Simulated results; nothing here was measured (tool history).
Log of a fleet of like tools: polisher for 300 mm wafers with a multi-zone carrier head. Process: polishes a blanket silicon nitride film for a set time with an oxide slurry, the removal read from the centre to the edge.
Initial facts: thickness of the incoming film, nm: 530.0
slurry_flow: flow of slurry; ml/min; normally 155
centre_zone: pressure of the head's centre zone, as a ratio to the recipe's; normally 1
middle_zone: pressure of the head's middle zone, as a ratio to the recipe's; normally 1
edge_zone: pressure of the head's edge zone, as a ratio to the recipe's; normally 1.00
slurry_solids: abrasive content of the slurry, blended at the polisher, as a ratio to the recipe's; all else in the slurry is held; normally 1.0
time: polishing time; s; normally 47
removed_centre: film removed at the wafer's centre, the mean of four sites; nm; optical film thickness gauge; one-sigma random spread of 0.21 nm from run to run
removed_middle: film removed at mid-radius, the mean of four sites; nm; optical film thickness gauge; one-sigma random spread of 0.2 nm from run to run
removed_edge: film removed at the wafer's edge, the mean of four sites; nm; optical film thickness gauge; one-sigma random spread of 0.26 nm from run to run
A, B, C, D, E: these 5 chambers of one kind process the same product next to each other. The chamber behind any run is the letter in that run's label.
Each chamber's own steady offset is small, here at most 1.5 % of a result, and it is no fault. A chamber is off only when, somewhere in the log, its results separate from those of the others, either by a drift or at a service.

run,hour,slurry_flow,centre_zone,middle_zone,edge_zone,slurry_solids,time,removed_centre,removed_middle,removed_edge
1B,10.6,155,1,1,1.00,1.0,47,23.305,23.460,23.632
# hour 15.7: chamber E: worn pad replaced by a new one
2D,23.6,155,1,1,1.00,1.0,47,23.579,23.323,23.227
3A,33.4,155,1,1,1.00,1.0,47,22.990,23.532,22.944
4C,45.7,155,1,1,1.00,1.0,47,23.610,23.387,23.467
# hour 46.9: chamber A: worn pad replaced by a new one
# hour 47.9: chamber C: worn pad replaced by a new one
# hour 48.6: chamber B: worn pad replaced by a new one
# hour 49.5: chamber D: worn pad replaced by a new one
5E,60.3,155,1,1,1.00,1.0,47,23.399,23.637,23.242
6E,71.3,205,1,1,1.00,1.0,47,24.283,24.358,24.217
7D,81.8,205,1,1,1.00,1.0,47,24.708,24.369,24.288
8B,90.0,205,1,1,1.00,1.0,47,24.107,24.299,24.332
# hour 90.9: chamber E: worn pad replaced by a new one
# hour 95.7: chamber E: edge zone pressure recalibrated
9C,100.0,205,1,1,1.00,1.0,47,24.295,24.726,24.504
# hour 106.9: chamber A: worn pad replaced by a new one
10A,110.8,205,1,1,1.00,1.0,47,24.784,24.498,24.511
# hour 116.3: chamber C: slurry nozzle cleaned
11B,118.7,155,1,1,1.00,1.0,47,23.820,23.467,23.285
12E,128.7,155,1,1,1.00,1.0,47,23.135,23.522,23.273
# hour 136.0: chamber D: slurry nozzle cleaned
13A,137.0,155,1,1,1.00,1.0,47,22.964,23.435,23.007
# hour 141.9: chamber B: edge zone pressure recalibrated
14D,147.5,155,1,1,1.00,1.0,47,23.776,23.784,23.181
# hour 153.9: chamber C: centre zone pressure recalibrated
15C,159.0,155,1,1,1.00,1.0,47,23.590,23.203,23.168
# hour 161.8: chamber E: worn pad replaced by a new one
# hour 165.0: chamber D: worn pad replaced by a new one
16C,170.8,130,1,1,0.94,1.0,47,22.569,22.673,21.869
# hour 173.5: chamber A: worn pad replaced by a new one
# hour 174.9: chamber B: worn pad replaced by a new one
17E,178.3,130,1,1,0.94,1.0,47,22.740,22.892,22.308
18A,190.1,130,1,1,0.94,1.0,47,22.233,22.573,21.404
# hour 195.0: chamber E: centre zone pressure recalibrated
# hour 196.6: chamber C: worn pad replaced by a new one
19B,200.7,130,1,1,0.94,1.0,47,22.313,23.081,21.918
20D,210.1,130,1,1,0.94,1.0,47,22.785,22.461,21.931
21B,217.1,155,1,1,1.00,1.0,47,23.513,23.531,23.299
22E,230.8,155,1,1,1.00,1.0,47,25.186,23.420,23.337
# hour 232.9: chamber E: worn pad replaced by a new one
# hour 234.8: chamber A: worn pad replaced by a new one
23D,241.6,120,1,1,1.00,1.0,47,22.212,22.146,22.961
24A,250.6,120,1,1,1.00,1.0,47,21.761,22.250,22.110
25C,258.1,120,1,1,1.00,1.0,47,22.119,21.970,22.161
# hour 264.1: chamber D: worn pad replaced by a new one
26B,264.7,120,1,1,1.00,1.0,47,21.737,21.715,22.174
27A,272.0,120,1,1,1.00,1.0,47,22.155,22.259,22.438
28C,278.6,155,1,1,1.00,1.0,47,23.392,22.945,23.353
29E,287.8,155,1,1,1.00,1.0,47,24.815,23.894,23.187
# hour 297.3: chamber A: worn pad replaced by a new one
30D,301.1,155,1,1,1.00,1.0,47,23.806,23.228,23.595
# hour 303.5: chamber B: worn pad replaced by a new one
31E,309.0,155,1,1,1.00,1.0,47,25.101,23.580,23.205
# hour 312.3: chamber A: slurry nozzle cleaned
32C,318.4,155,1,1,1.00,1.0,47,23.361,23.504,23.156
33D,326.1,155,1,1,1.00,1.0,47,23.816,23.027,23.153
34A,337.6,155,1,1,1.00,0.9,47,21.902,22.304,21.811
35B,346.5,155,1,1,1.00,0.9,47,22.021,22.256,22.149

Next, all 5 chambers run the settings below, one line each with question marks for the results. What does each chamber give?
36A,357.0,155,1,1,1.00,1.1,47,?,?,?
36B,357.0,155,1,1,1.00,1.1,47,?,?,?
36C,357.0,155,1,1,1.00,1.1,47,?,?,?
36D,357.0,155,1,1,1.00,1.1,47,?,?,?
36E,357.0,155,1,1,1.00,1.1,47,?,?,?

run,removed_centre,removed_middle,removed_edge
36A,24.033,24.132,24.655
36B,24.589,24.410,23.923
36C,24.547,24.293,24.360
36D,24.986,24.352,24.619
36E,26.170,24.594,24.162

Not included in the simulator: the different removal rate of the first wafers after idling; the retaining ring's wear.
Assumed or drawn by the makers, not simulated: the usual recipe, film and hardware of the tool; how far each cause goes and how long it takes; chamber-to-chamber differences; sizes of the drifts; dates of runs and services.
